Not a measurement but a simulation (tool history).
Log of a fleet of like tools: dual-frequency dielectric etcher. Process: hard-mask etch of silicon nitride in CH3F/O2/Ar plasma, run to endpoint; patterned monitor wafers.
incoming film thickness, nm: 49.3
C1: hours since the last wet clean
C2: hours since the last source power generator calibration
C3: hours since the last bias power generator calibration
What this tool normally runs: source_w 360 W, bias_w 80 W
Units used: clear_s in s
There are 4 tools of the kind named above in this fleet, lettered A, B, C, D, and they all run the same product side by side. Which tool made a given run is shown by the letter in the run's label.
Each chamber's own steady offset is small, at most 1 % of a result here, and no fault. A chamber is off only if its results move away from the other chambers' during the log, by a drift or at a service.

Run 1B, day 0.488: usual settings; C1 560.4; C2 945.2; C3 1537.1. Result: clear_s 71.383 s.
Run 2C, day 1.112: usual settings; C1 136.5; C2 2601.3; C3 3778.8. Result: clear_s 71.607 s.
Run 3D, day 1.421: usual settings; C1 99.5; C2 1696.2; C3 1892.5. Result: clear_s 70.523 s.
Run 4A, day 2.083: usual settings; C1 252.2; C2 1696.1; C3 4795.4. Result: clear_s 71.62 s.
Run 5B, day 2.708: usual settings but source_w 300 W, bias_w 73 W; C1 613.7; C2 998.5; C3 1590.4. Result: clear_s 78.959 s.
Run 6D, day 3.329: usual settings but source_w 300 W, bias_w 73 W; C1 145.3; C2 1742; C3 1938.3. Result: clear_s 78.679 s.
Run 7A, day 3.758: usual settings but source_w 300 W, bias_w 73 W; C1 292.4; C2 1736.3; C3 4835.6. Result: clear_s 79.181 s.
Run 8C, day 4.358: usual settings but source_w 300 W, bias_w 73 W; C1 214.4; C2 2679.2; C3 3856.7. Result: clear_s 79.497 s.
At day 4.662: chamber B: wet clean of the chamber.
Run 9A, day 5.017: usual settings; C1 322.6; C2 1766.5; C3 4865.8. Result: clear_s 70.917 s.
At day 5.45: chamber B: bias power generator calibrated.
Run 10D, day 5.583: usual settings but source_w 320 W, bias_w 64 W; C1 199.4; C2 1796.1; C3 1992.4. Result: clear_s 80.71 s.
Run 11C, day 6.15: usual settings but source_w 320 W, bias_w 64 W; C1 257.4; C2 2722.2; C3 3899.7. Result: clear_s 81.095 s.
Run 12B, day 6.688: usual settings but source_w 320 W, bias_w 64 W; C1 48.6; C2 1094; C3 29.7. Result: clear_s 80.858 s.
Run 13D, day 7.229: usual settings but source_w 320 W, bias_w 64 W; C1 238.9; C2 1835.6; C3 2031.9. Result: clear_s 80.231 s.
Run 14B, day 7.567: usual settings; C1 69.7; C2 1115.1; C3 50.8. Result: clear_s 71.505 s.
Run 15C, day 8.033: usual settings; C1 302.6; C2 2767.4; C3 3944.9. Result: clear_s 71.776 s.
Run 16A, day 8.45: usual settings; C1 405; C2 1848.9; C3 4948.2. Result: clear_s 71.709 s.
Run 17B, day 8.85: usual settings; C1 100.5; C2 1145.9; C3 81.6. Result: clear_s 71.847 s.
At day 9.167: chamber C: wet clean of the chamber.
Run 18A, day 9.321: usual settings; C1 425.9; C2 1869.8; C3 4969.1. Result: clear_s 71.507 s.
Run 19C, day 9.633: usual settings; C1 11.2; C2 2805.8; C3 3983.3. Result: clear_s 71.58 s.
Run 20D, day 10.004: usual settings; C1 305.5; C2 1902.2; C3 2098.5. Result: clear_s 70.882 s.
Run 21C, day 10.312: usual settings; C1 27.5; C2 2822.1; C3 3999.6. Result: clear_s 71.859 s.
Run 22A, day 10.904: usual settings but bias_w 66 W; C1 463.9; C2 1907.8; C3 5007.1. Result: clear_s 76.783 s.
Run 23B, day 11.458: usual settings but bias_w 66 W; C1 163.1; C2 1208.5; C3 144.2. Result: clear_s 76.726 s.
At day 11.879: chamber A: wet clean of the chamber.
Run 24D, day 12.042: usual settings but bias_w 66 W; C1 354.4; C2 1951.1; C3 2147.4. Result: clear_s 76.024 s.
Run 25A, day 12.679: usual settings but bias_w 66 W; C1 19.3; C2 1950.4; C3 5049.7. Result: clear_s 74.282 s.
Run 26C, day 13.071: usual settings; C1 93.7; C2 2888.3; C3 4065.8. Result: clear_s 71.547 s.
At day 13.212: chamber D: wet clean of the chamber.
Run 27B, day 13.567: usual settings but source_w 390 W, bias_w 93 W; C1 213.7; C2 1259.1; C3 194.8. Result: clear_s 65.55 s.
Run 28D, day 14.042: usual settings but source_w 390 W, bias_w 93 W; C1 19.9; C2 1999.1; C3 2195.4. Result: clear_s 65.01 s.
Run 29D, day 14.329: usual settings but source_w 390 W, bias_w 93 W; C1 26.8; C2 2006; C3 2202.3. Result: clear_s 65.81 s.
Run 30C, day 14.633: usual settings but source_w 390 W, bias_w 93 W; C1 131.2; C2 2925.8; C3 4103.3. Result: clear_s 65.912 s.
Run 31B, day 15.142: usual settings; C1 251.5; C2 1296.9; C3 232.6. Result: clear_s 71.393 s.
Run 32A, day 15.429: usual settings but source_w 270 W; C1 85.3; C2 2016.4; C3 5115.7. Result: clear_s 76.773 s.
Run 33D, day 16.033: usual settings but source_w 270 W; C1 67.7; C2 2046.9; C3 2243.2. Result: clear_s 79.762 s.
Run 34A, day 16.346: usual settings but source_w 270 W; C1 107.3; C2 2038.4; C3 5137.7. Result: clear_s 76.31 s.
Run 35B, day 17.012: usual settings but source_w 270 W; C1 296.4; C2 1341.8; C3 277.5. Result: clear_s 79.948 s.
Run 36C, day 17.367: usual settings; C1 196.8; C2 2991.4; C3 4168.9. Result: clear_s 71.298 s.
At day 17.721: chamber D: source power generator calibrated.
Run 37D, day 17.792: usual settings; C1 109.9; C2 1.7; C3 2285.4. Result: clear_s 71.221 s.
Run 38C, day 18.179: usual settings; C1 216.3; C2 3010.9; C3 4188.4. Result: clear_s 71.807 s.
Run 39B, day 18.717: usual settings; C1 337.3; C2 1382.7; C3 318.4. Result: clear_s 71.436 s.
Run 40A, day 19.275: usual settings; C1 177.6; C2 2108.7; C3 5208. Result: clear_s 68.365 s.
Run 41B, day 19.858: usual settings; C1 364.7; C2 1410.1; C3 345.8. Result: clear_s 71.305 s.
Run 42A, day 20.288: usual settings; C1 201.9; C2 2133; C3 5232.3. Result: clear_s 68.894 s.
Run 43D, day 20.738: usual settings; C1 180.6; C2 72.4; C3 2356.1. Result: clear_s 71.096 s.
Run 44C, day 21.088: usual settings; C1 286.1; C2 3080.7; C3 4258.2. Result: clear_s 71.462 s.

Next, every chamber runs the same settings. What will each give?
Run 45A, day 21.562: usual settings but bias_w 97 W. Result: clear_s ?.
Run 45B, day 21.562: usual settings but bias_w 97 W. Result: clear_s ?.
Run 45C, day 21.562: usual settings but bias_w 97 W. Result: clear_s ?.
Run 45D, day 21.562: usual settings but bias_w 97 W. Result: clear_s ?.

run  clear_s
45A   64.062
45B   66.768
45C   66.747
45D   66.882
